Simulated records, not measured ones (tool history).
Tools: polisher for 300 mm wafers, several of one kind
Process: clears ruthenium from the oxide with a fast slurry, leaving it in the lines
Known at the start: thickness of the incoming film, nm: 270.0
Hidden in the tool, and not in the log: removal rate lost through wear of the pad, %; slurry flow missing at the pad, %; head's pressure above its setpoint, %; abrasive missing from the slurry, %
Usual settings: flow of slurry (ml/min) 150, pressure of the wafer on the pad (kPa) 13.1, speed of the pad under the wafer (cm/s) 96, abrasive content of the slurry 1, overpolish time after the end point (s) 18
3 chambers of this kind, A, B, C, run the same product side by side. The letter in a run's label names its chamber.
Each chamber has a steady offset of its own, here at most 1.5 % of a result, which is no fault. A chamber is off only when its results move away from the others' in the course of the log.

run     day  flow of slurry (ml/min)  pressure of the wafer on the pad (kPa)  speed of the pad under the wafer (cm/s)  abrasive content of the slurry  overpolish time after the end point (s)  wafers polished on this pad  hours since the slurry nozzle was cleaned  hours since the head pressure was calibrated  hours since the slurry blender was calibrated  time until the end point was called (s)  dishing of a wide line in a test structure (angstrom)
      0.071  -- chamber A: worn pad replaced by a new one
      0.146  -- chamber C: slurry blender recalibrated
 1C   0.371                      150                                    13.1                                       96                               1                                       18                          448                                      250.6                                           240                                            5.5                                   109.92                                                 378.97
 2A   0.638                      150                                    13.1                                       96                               1                                       18                          154                                      161.5                                          28.8                                             78                                    108.8                                                 382.09
 3B   1.017                      150                                    13.1                                       96                               1                                       18                         1214                                      165.5                                        1266.2                                          138.7                                   110.03                                                 369.78
      1.038  -- chamber C: slurry nozzle cleaned
 4C   1.429                      150                                    13.1                                       96                               1                                       18                          735                                        9.4                                         265.4                                           30.9                                   110.33                                                 367.03
      1.558  -- chamber B: worn pad replaced by a new one
 5A   1.825                      150                                    13.1                                       96                               1                                       18                          477                                        190                                          57.3                                          106.5                                   112.83                                                 367.53
 6B   2.204                      150                                    13.1                                       96                               1                                       18                          176                                        194                                        1294.7                                          167.2                                   111.21                                                 387.91
 7B     2.6                      150                                    13.1                                       96                               1                                       18                          283                                      203.5                                        1304.2                                          176.7                                   110.01                                                 379.24
 8A   3.142                      150                                    13.1                                       96                               1                                       18                          834                                      221.6                                          88.9                                          138.1                                   109.21                                                 377.97
 9C   3.462                      150                                    13.1                                       96                               1                                       18                         1287                                       58.2                                         314.2                                           79.7                                   110.43                                                 361.95
      3.562  -- chamber C: worn pad replaced by a new one
      3.767  -- chamber A: worn pad replaced by a new one
10A   3.888                      150                                    17.9                                       96                             0.8                                       18                           32                                      239.5                                         106.8                                            156                                   86.368                                                 455.68
11B   4.396                      150                                    17.9                                       96                             0.8                                       18                          771                                      246.6                                        1347.3                                          219.8                                   90.411                                                 435.77
      4.567  -- chamber B: slurry blender recalibrated
      4.696  -- chamber B: head pressure recalibrated
12C   4.858                      150                                    17.9                                       96                             0.8                                       18                          352                                       91.7                                         347.7                                          113.2                                   85.863                                                 453.41
13C   5.258                      150                                    13.1                                       96                               1                                       18                          461                                      101.3                                         357.3                                          122.8                                   111.81                                                 371.03
14B   5.812                      150                                    13.1                                       96                               1                                       18                         1156                                      280.6                                          26.9                                             30                                   100.84                                                 408.61
      6.142  -- chamber C: slurry blender recalibrated
15A   6.271                      150                                    13.1                                       96                               1                                       18                          680                                      296.7                                           164                                          213.2                                   110.97                                                 365.22
16C   6.608                      150                                    13.1                                       96                             0.7                                       24                          827                                      133.7                                         389.7                                           11.2                                   130.96                                                 430.13
17B   6.879                      150                                    13.1                                       96                             0.7                                       24                         1445                                      306.2                                          52.5                                           55.6                                   119.55                                                 439.64
      7.067  -- chamber A: slurry blender recalibrated
      7.183  -- chamber B: worn pad replaced by a new one
18A   7.275                      150                                    13.1                                       96                             0.7                                       24                          952                                      320.8                                         188.1                                              5                                   127.88                                                 424.54
      7.417  -- chamber A: worn pad replaced by a new one
19C   7.692                      150                                    13.1                                       96                               1                                       18                         1121                                      159.7                                         415.7                                           37.2                                   107.86                                                 378.84
20A     8.1                      150                                    13.1                                       96                               1                                       18                          185                                      340.6                                         207.9                                           24.8                                      109                                                 377.61
        8.4  -- chamber A: slurry nozzle cleaned
21B   8.571                      150                                    13.1                                       96                               1                                       18                          377                                      346.8                                          93.1                                           96.2                                   98.788                                                  406.6
      8.983  -- chamber C: worn pad replaced by a new one
22C   9.075                      150                                    13.1                                       96                               1                                       18                           25                                      192.9                                         448.9                                           70.4                                   108.28                                                 366.05
23B   9.625                      150                                    13.1                                       96                               1                                       18                          663                                      372.1                                         118.4                                          121.5                                   99.718                                                 386.77
24A  10.133                      150                                    13.1                                       96                               1                                       18                          738                                       41.6                                         256.7                                           73.6                                   110.59                                                 397.09

Next, every chamber runs the same settings. What will each give?
25A  10.546                      150                                    13.1                                       96                               1                                       18                                                                                                                                                                                                             ?                                                      ?
25B  10.546                      150                                    13.1                                       96                               1                                       18                                                                                                                                                                                                             ?                                                      ?
25C  10.546                      150                                    13.1                                       96                               1                                       18                                                                                                                                                                                                             ?                                                      ?

run  time until the end point was called (s)  dishing of a wide line in a test structure (angstrom)
25A                                   110.77                                                 374.15
25B                                   98.524                                                 399.79
25C                                   109.02                                                 378.94
